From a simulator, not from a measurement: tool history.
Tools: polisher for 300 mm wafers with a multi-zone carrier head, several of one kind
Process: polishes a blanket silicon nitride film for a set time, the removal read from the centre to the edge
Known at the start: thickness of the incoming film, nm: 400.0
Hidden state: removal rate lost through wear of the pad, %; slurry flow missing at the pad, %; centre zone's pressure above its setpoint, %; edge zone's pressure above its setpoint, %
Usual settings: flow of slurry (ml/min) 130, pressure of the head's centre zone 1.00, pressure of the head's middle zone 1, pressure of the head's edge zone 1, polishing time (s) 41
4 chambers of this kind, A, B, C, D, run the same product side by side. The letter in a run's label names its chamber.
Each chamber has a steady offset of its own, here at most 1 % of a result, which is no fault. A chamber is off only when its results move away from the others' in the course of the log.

run,hour,flow of slurry (ml/min),pressure of the head's centre zone,pressure of the head's middle zone,pressure of the head's edge zone,polishing time (s),wafers polished on this pad,hours since the slurry nozzle was cleaned,hours since the centre zone pressure was calibrated,hours since the edge zone pressure was calibrated,film removed at the wafer's centre (angstrom),film removed at mid-radius (angstrom),film removed at the wafer's edge (angstrom)
1D,8.7,130,1.00,1,1,41,477,385.0,644.3,407.0,764.06,767.34,770.90
2C,16.3,130,1.00,1,1,41,1145,275.1,496.4,19.5,782.29,769.91,780.30
3A,20.8,130,1.00,1,1,41,604,841.1,129.7,159.1,774.75,766.47,766.27
4B,25.4,130,1.00,1,1,41,658,718.8,125.8,685.9,770.54,773.35,789.91
# hour 26.7: chamber A: worn pad replaced by a new one
5D,34.4,130,1.00,1,1,41,681,410.7,670.0,432.7,777.18,775.30,776.59
6C,41.8,130,1.09,1,1,41,1347,300.6,521.9,45.0,866.26,774.25,780.44
# hour 46.6: chamber C: worn pad replaced by a new one
7A,49.6,130,1.09,1,1,41,182,869.9,158.5,187.9,857.98,785.33,774.03
# hour 54.3: chamber D: worn pad replaced by a new one
8B,55.4,130,1.09,1,1,41,896,748.8,155.8,715.9,860.14,762.41,779.28
9C,62.8,130,1.09,1,1,41,129,321.6,542.9,66.0,859.11,779.67,781.31
10D,68.2,130,1.00,1,1,41,110,444.5,703.8,466.5,767.10,772.46,776.56
11B,74.7,130,1.00,1,1,41,1050,768.1,175.1,735.2,788.48,766.18,795.02
12A,83.2,130,1.00,1,1,41,449,903.5,192.1,221.5,771.25,788.59,777.08
# hour 86.4: chamber A: slurry nozzle cleaned
13B,91.8,130,1.00,1,1,41,1186,785.2,192.2,752.3,799.22,768.56,786.99
# hour 93.6: chamber B: worn pad replaced by a new one
14A,98.0,130,1.00,1,1,41,567,11.6,206.9,236.3,779.24,784.52,772.79
# hour 100.7: chamber A: worn pad replaced by a new one
15D,103.3,130,1.00,1,1,41,389,479.6,738.9,501.6,770.93,780.81,773.69
16C,111.9,130,1.00,1,1,41,519,370.7,592.0,115.1,786.69,776.42,779.63
17C,118.2,130,1.00,1,1,41,569,377.0,598.3,121.4,777.78,769.27,778.92
# hour 121.8: chamber B: slurry nozzle cleaned
18D,124.6,130,1.00,1,1,41,559,500.9,760.2,522.9,784.63,782.78,776.54
19B,134.3,130,1.00,1,1,41,324,12.5,234.7,794.8,804.17,770.11,792.22
20A,139.8,130,1.00,1,1,41,311,53.4,248.7,278.1,768.24,779.24,782.28
# hour 143.9: chamber D: worn pad replaced by a new one
21B,146.0,130,1.00,1,1,41,417,24.2,246.4,806.5,818.77,761.36,782.60
22A,151.0,130,1.00,1,1,48,400,64.6,259.9,289.3,891.91,908.76,901.87
23C,155.2,130,1.00,1,1,48,863,414.0,635.3,158.4,919.88,905.84,910.34
24D,163.7,130,1.00,1,1,48,157,540.0,799.3,562.0,908.50,903.52,914.72

What goes on in this fleet: one chamber off, a drifting gauge, or nothing beyond the chambers' own small offsets? Name the chamber and the cause, if any.

Chamber B drifts away from the others.
Cause: centre zone's pressure above its setpoint, % = 5.83.

Here are 4 candidates for chamber B's next run, each the usual settings with a change, their results left as question marks. Which one brings its results back in line with what the others give on the usual settings?
In line means no further than this from the other chambers' mean on the usual settings: film removed at the wafer's centre (angstrom) 18.00; film removed at mid-radius (angstrom) 23.00; film removed at the wafer's edge (angstrom) 19.00
25B-1,170.6,125,0.95,1.02,1.01,41,,,,,?,?,?
25B-2,170.6,130,1.02,0.99,1.00,41,,,,,?,?,?
25B-3,170.6,135,1.05,0.98,0.99,41,,,,,?,?,?
25B-4,170.6,130,0.98,1.01,1.00,41,,,,,?,?,?

The other chambers' mean on the usual settings: film removed at the wafer's centre (angstrom) 773.72; film removed at mid-radius (angstrom) 774.39; film removed at the wafer's edge (angstrom) 775.60
run,film removed at the wafer's centre (angstrom),film removed at mid-radius (angstrom),film removed at the wafer's edge (angstrom)
25B-1,775.84,774.16,780.63
25B-2,846.85,759.86,781.82
25B-3,882.11,758.99,782.42
25B-4,810.79,773.98,781.60
25B-1 brings the chamber back in line.

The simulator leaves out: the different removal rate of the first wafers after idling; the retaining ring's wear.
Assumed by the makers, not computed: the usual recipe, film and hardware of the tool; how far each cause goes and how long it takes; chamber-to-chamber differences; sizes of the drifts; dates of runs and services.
